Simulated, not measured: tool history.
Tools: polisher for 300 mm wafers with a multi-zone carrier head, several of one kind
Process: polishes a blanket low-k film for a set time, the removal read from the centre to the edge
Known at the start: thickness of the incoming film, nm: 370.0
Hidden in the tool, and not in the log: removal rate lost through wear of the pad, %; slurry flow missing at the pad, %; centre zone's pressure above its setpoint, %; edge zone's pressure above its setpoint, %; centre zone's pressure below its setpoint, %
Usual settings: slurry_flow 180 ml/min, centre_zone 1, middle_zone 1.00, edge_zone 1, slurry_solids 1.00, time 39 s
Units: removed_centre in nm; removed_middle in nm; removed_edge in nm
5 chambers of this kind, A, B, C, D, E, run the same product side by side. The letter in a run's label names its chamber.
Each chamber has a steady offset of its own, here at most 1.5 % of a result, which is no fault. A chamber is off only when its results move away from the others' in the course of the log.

run,hour,slurry_flow,centre_zone,middle_zone,edge_zone,slurry_solids,time,wafers polished on this pad,hours since the slurry nozzle was cleaned,hours since the centre zone pressure was calibrated,hours since the edge zone pressure was calibrated,removed_centre,removed_middle,removed_edge
1E,2.8,180,1,1.00,1,1.00,39,304,417.9,601.7,494.5,16.980,16.834,16.837
# hour 4.0: chamber C: worn pad replaced by a new one
2A,6.5,180,1,1.00,1,1.00,39,136,719.1,243.3,286.1,17.110,16.579,16.610
3C,8.9,180,1,1.00,1,1.00,39,45,67.5,268.7,592.4,16.758,16.664,16.670
4B,12.3,180,1,1.00,1,1.00,39,999,121.3,242.7,729.1,16.818,17.010,16.349
5D,16.6,180,1,1.00,1,1.00,39,947,291.6,392.0,72.2,16.552,16.711,16.651
6E,18.9,180,1,1.00,1,1.00,39,453,434.0,617.8,510.6,16.764,16.695,16.954
7B,23.7,180,1,1.00,1,1.00,39,1105,132.7,254.1,740.5,17.176,17.102,16.838
8A,27.4,180,1,1.00,1,1.00,39,330,740.0,264.2,307.0,16.783,16.640,16.798
9C,31.3,180,1,1.00,1,1.00,39,254,89.9,291.1,614.8,16.671,16.672,16.976
10D,35.8,180,1,1.00,1,1.00,39,1126,310.8,411.2,91.4,17.009,16.507,16.567
11E,39.6,180,1,1.00,1,1.00,39,646,454.7,638.5,531.3,17.032,16.860,16.680
# hour 43.6: chamber D: worn pad replaced by a new one
12A,44.1,180,1,1.00,1,1.00,39,486,756.7,280.9,323.7,16.815,16.686,17.153
# hour 46.6: chamber E: worn pad replaced by a new one
13C,48.1,180,1,1.08,1,1.00,39,410,106.7,307.9,631.6,16.781,17.790,16.405
14D,50.4,180,1,1.08,1,1.00,39,63,325.4,425.8,106.0,16.983,17.759,16.889
15B,52.6,180,1,1.08,1,1.00,39,1374,161.6,283.0,769.4,16.982,17.613,17.041
16B,55.9,180,1,1.08,1,1.00,39,1405,164.9,286.3,772.7,17.116,17.385,16.752
17C,60.1,180,1,1.08,1,1.00,39,522,118.7,319.9,643.6,16.589,18.020,16.751
# hour 60.5: chamber D: centre zone pressure recalibrated
18D,62.3,180,1,1.00,1,1.00,39,174,337.3,1.9,117.9,18.386,16.942,16.809
19A,64.8,180,1,1.00,1,1.00,39,678,777.4,301.6,344.4,16.774,16.635,16.516
# hour 65.9: chamber B: worn pad replaced by a new one
20E,68.1,180,1,1.00,1,1.00,39,200,483.2,667.0,559.8,16.805,16.907,17.016
# hour 72.1: chamber E: slurry nozzle cleaned
21A,72.2,180,1,1.00,1,1.00,39,747,784.8,309.0,351.8,16.946,16.745,16.856
22D,75.1,180,1,1.00,1,1.00,39,293,350.1,14.7,130.7,18.181,16.645,16.907
23E,78.7,180,1,1.00,1,1.00,39,299,6.7,677.6,570.4,16.871,16.655,16.655
24B,83.5,180,1,1.00,1,1.00,39,163,192.5,313.9,800.3,16.988,16.635,17.056
25C,86.6,180,1,1.00,1,1.00,39,769,145.2,346.4,670.1,16.872,16.893,17.081
26A,91.1,180,1,1.00,1,1.00,39,923,803.7,327.9,370.7,16.665,16.495,16.389
27D,93.9,180,1,1.00,1,1.00,39,468,368.9,33.5,149.5,18.262,16.811,16.488
28B,97.1,180,1,1.00,1,1.00,39,290,206.1,327.5,813.9,17.174,16.804,16.886
29C,101.4,180,1,1.00,1,1.00,39,906,160.0,361.2,684.9,16.858,16.909,16.697
30E,105.6,180,1,1.00,1,1.00,39,549,33.6,704.5,597.3,17.185,17.150,16.897
31A,108.9,180,1,1.00,1,1.00,39,1089,821.5,345.7,388.5,16.691,16.602,17.076
32C,113.1,180,1,1.00,1,1.00,39,1015,171.7,372.9,696.6,16.788,16.759,16.699
33E,118.0,180,1,1.00,1,1.00,39,665,46.0,716.9,609.7,16.771,16.479,16.714
# hour 118.6: chamber E: worn pad replaced by a new one
34B,120.1,180,1,1.00,1,1.00,39,504,229.1,350.5,836.9,16.969,16.755,16.649
35D,122.7,180,1,0.96,1,1.25,39,736,397.7,62.3,178.3,20.147,17.585,18.279
36B,127.2,180,1,0.96,1,1.25,39,570,236.2,357.6,844.0,18.620,17.263,18.562
37D,130.5,180,1,0.96,1,1.25,39,808,405.5,70.1,186.1,20.216,17.478,18.485
38E,134.5,180,1,0.96,1,1.25,39,148,62.5,733.4,626.2,18.608,18.145,18.546
# hour 134.9: chamber A: worn pad replaced by a new one
39A,139.0,180,1,0.96,1,1.25,39,39,851.6,375.8,418.6,18.606,17.569,18.248
40C,143.6,180,1,1.00,1,1.00,39,1299,202.2,403.4,727.1,16.620,16.917,16.815
# hour 146.4: chamber D: worn pad replaced by a new one
41D,148.2,180,1,1.00,1,1.00,39,17,423.2,87.8,203.8,18.659,16.652,16.568
42E,151.2,180,1,1.00,1,1.00,39,303,79.2,750.1,642.9,16.813,16.409,16.925
43B,153.5,180,1,1.00,1,1.00,39,815,262.5,383.9,870.3,17.256,16.636,17.063

What goes on in this fleet: one chamber off, a drifting gauge, or nothing beyond the chambers' own small offsets? Name the chamber and the cause, if any.

A service left chamber D off against the others.
Cause: centre zone's pressure above its setpoint, % = 7.69.

Here are 4 candidates for chamber D's next run, each the usual settings with a change, their results left as question marks. Which one brings its results back in line with what the others give on the usual settings?
In line means no further than this from the other chambers' mean on the usual settings: removed_centre 0.640 nm; removed_middle 0.840 nm; removed_edge 0.680 nm
44D-1,156.9,170,0.87,1.02,1.05,1.00,39,,,,,?,?,?
44D-2,156.9,175,0.93,1.01,1.03,1.00,39,,,,,?,?,?
44D-3,156.9,190,1.13,0.98,0.95,1.00,39,,,,,?,?,?
44D-4,156.9,185,1.07,0.99,0.97,1.00,39,,,,,?,?,?

The other chambers' mean on the usual settings: removed_centre 16.849 nm; removed_middle 16.721 nm; removed_edge 16.800 nm
run,removed_centre,removed_middle,removed_edge
44D-1,15.543,16.974,17.028
44D-2,16.817,16.895,16.915
44D-3,21.086,16.623,16.378
44D-4,19.789,16.718,16.503
44D-2 brings the chamber back in line.
